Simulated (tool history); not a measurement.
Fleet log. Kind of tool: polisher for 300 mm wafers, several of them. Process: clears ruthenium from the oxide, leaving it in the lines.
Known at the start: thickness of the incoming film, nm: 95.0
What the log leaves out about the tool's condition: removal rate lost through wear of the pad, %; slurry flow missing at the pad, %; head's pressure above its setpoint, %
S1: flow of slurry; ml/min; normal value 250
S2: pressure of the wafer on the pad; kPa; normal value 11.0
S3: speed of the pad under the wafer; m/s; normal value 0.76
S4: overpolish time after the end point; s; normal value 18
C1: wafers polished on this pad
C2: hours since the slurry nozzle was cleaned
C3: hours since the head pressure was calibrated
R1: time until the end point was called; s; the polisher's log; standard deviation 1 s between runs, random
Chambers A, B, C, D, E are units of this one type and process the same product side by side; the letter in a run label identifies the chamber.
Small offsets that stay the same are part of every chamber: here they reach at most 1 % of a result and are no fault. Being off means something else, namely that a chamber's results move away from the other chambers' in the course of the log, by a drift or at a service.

run   hour   S1    S2    S3  S4    C1     C2     C3       R1
       6.2  -- chamber A: slurry nozzle cleaned
 1C    8.3  250  11.0  0.76  18   222  131.9  389.4  116.580
 2A   14.9  250  11.0  0.76  18   465    8.7  312.8  118.960
      17.8  -- chamber A: worn pad replaced by a new one
 3D   28.1  250  11.0  0.76  18  1230   54.0   34.1  117.760
 4B   35.4  250  11.0  0.76  18   665  149.5  968.7  118.930
      40.0  -- chamber D: worn pad replaced by a new one
 5E   45.4  250  11.0  0.76  18   407  607.3  130.0  116.660
 6C   52.4  250  11.0  0.76  18   459  176.0  433.5  118.390
 7D   64.2  250  11.0  0.76  18   130   90.1   70.2  116.970
      68.9  -- chamber B: head pressure recalibrated
 8B   74.3  250  11.0  0.76  18   875  188.4    5.4  119.060
 9E   87.2  210  11.0  0.76  18   632  649.1  171.8  120.360
10A   94.1  210  11.0  0.76  18   411   87.9  392.0  120.830
11B  104.1  210  11.0  0.76  18  1035  218.2   35.2  120.290
     108.0  -- chamber B: worn pad replaced by a new one
     108.9  -- chamber C: slurry nozzle cleaned
12E  112.5  210  11.0  0.76  18   769  674.4  197.1  117.030
     112.8  -- chamber C: worn pad replaced by a new one
     115.8  -- chamber A: worn pad replaced by a new one
13A  120.6  210  11.0  0.76  18    26  114.4  418.5  121.930
14C  128.3  250  11.0  0.76  18    83   19.4  509.4  118.060
15D  138.7  250  11.0  0.76  18   531  164.6  144.7  116.840
16C  149.6  250  11.0  0.76  18   198   40.7  530.7  118.080
17B  157.9  250  11.0  0.76  18   269  272.0   89.0  117.060
18D  165.9  250  11.0  0.76  18   677  191.8  171.9  117.370
19A  180.6  250  11.0  0.76  18   349  174.4  478.5  116.460
20E  193.3  250  11.0  0.76  18  1204  755.2  277.9  118.210
21A  199.8  250  11.0  0.76  18   452  193.6  497.7  117.130
22B  207.8  250   7.6  0.76  12   537  321.9  138.9  167.600
23C  215.9  250   7.6  0.76  12   555  107.0  597.0  170.560
     220.1  -- chamber E: worn pad replaced by a new one
     221.7  -- chamber A: worn pad replaced by a new one
24D  224.3  250   7.6  0.76  12   992  250.2  230.3  171.370
     228.3  -- chamber A: slurry nozzle cleaned
25E  233.1  250   7.6  0.76  12    70  795.0  317.7  166.580
26B  245.8  250   7.6  0.76  12   742  359.9  176.9  173.290
     246.4  -- chamber D: worn pad replaced by a new one
27D  253.4  250  11.0  0.76  18    37  279.3  259.4  117.210
28C  264.7  250  11.0  0.76  18   817  155.8  645.8  117.830
     266.2  -- chamber C: worn pad replaced by a new one
29E  274.5  250  11.0  0.76  18   293  836.4  359.1  116.840
30A  288.0  250  11.0  0.76  18   357   59.8  585.9  117.850
31B  300.1  250  11.0  0.76  18  1034  414.2  231.2  118.480
     302.8  -- chamber A: worn pad replaced by a new one
32E  313.0  250  11.0  0.76  21   500  874.9  397.6  118.070
     324.7  -- chamber C: slurry nozzle cleaned
33A  326.8  250  11.0  0.76  21   129   98.6  624.7  119.310
     327.3  -- chamber B: worn pad replaced by a new one
34C  333.3  250  11.0  0.76  21   361    8.7  714.4  117.970
     334.1  -- chamber E: slurry nozzle cleaned
35D  345.7  250  11.0  0.76  21   534  371.6  351.7  117.730
     357.4  -- chamber D: slurry nozzle cleaned
36E  360.3  250  11.0  0.76  21   755   26.3  444.9  116.890
37A  368.8  250  11.0  0.76  18   355  140.6  666.7  119.570
38C  380.2  250  11.0  0.76  18   614   55.6  761.3  117.520
39D  389.1  250  11.0  0.76  18   768   31.8  395.1  118.290
40B  403.4  250  11.0  0.76  18   409  517.5  334.5  118.760
     405.4  -- chamber C: worn pad replaced by a new one
41D  413.7  250  11.0  0.76  18   900   56.4  419.7  118.390
42C  420.6  250  11.0  0.76  18    82   96.0  801.7  118.540
43E  435.4  250  11.0  0.76  18  1159  101.4  520.0  116.770
44B  450.4  215  11.0  0.76  25   662  564.5  381.5  119.110

For the next run the whole fleet of 5 chambers uses the same settings. Give each chamber's results:
45A  461.2  250  13.1  0.76  18               ?
45B  461.2  250  13.1  0.76  18               ?
45C  461.2  250  13.1  0.76  18               ?
45D  461.2  250  13.1  0.76  18               ?
45E  461.2  250  13.1  0.76  18               ?

run       R1
45A   98.739
45B  100.480
45C   98.145
45D   99.679
45E   97.949
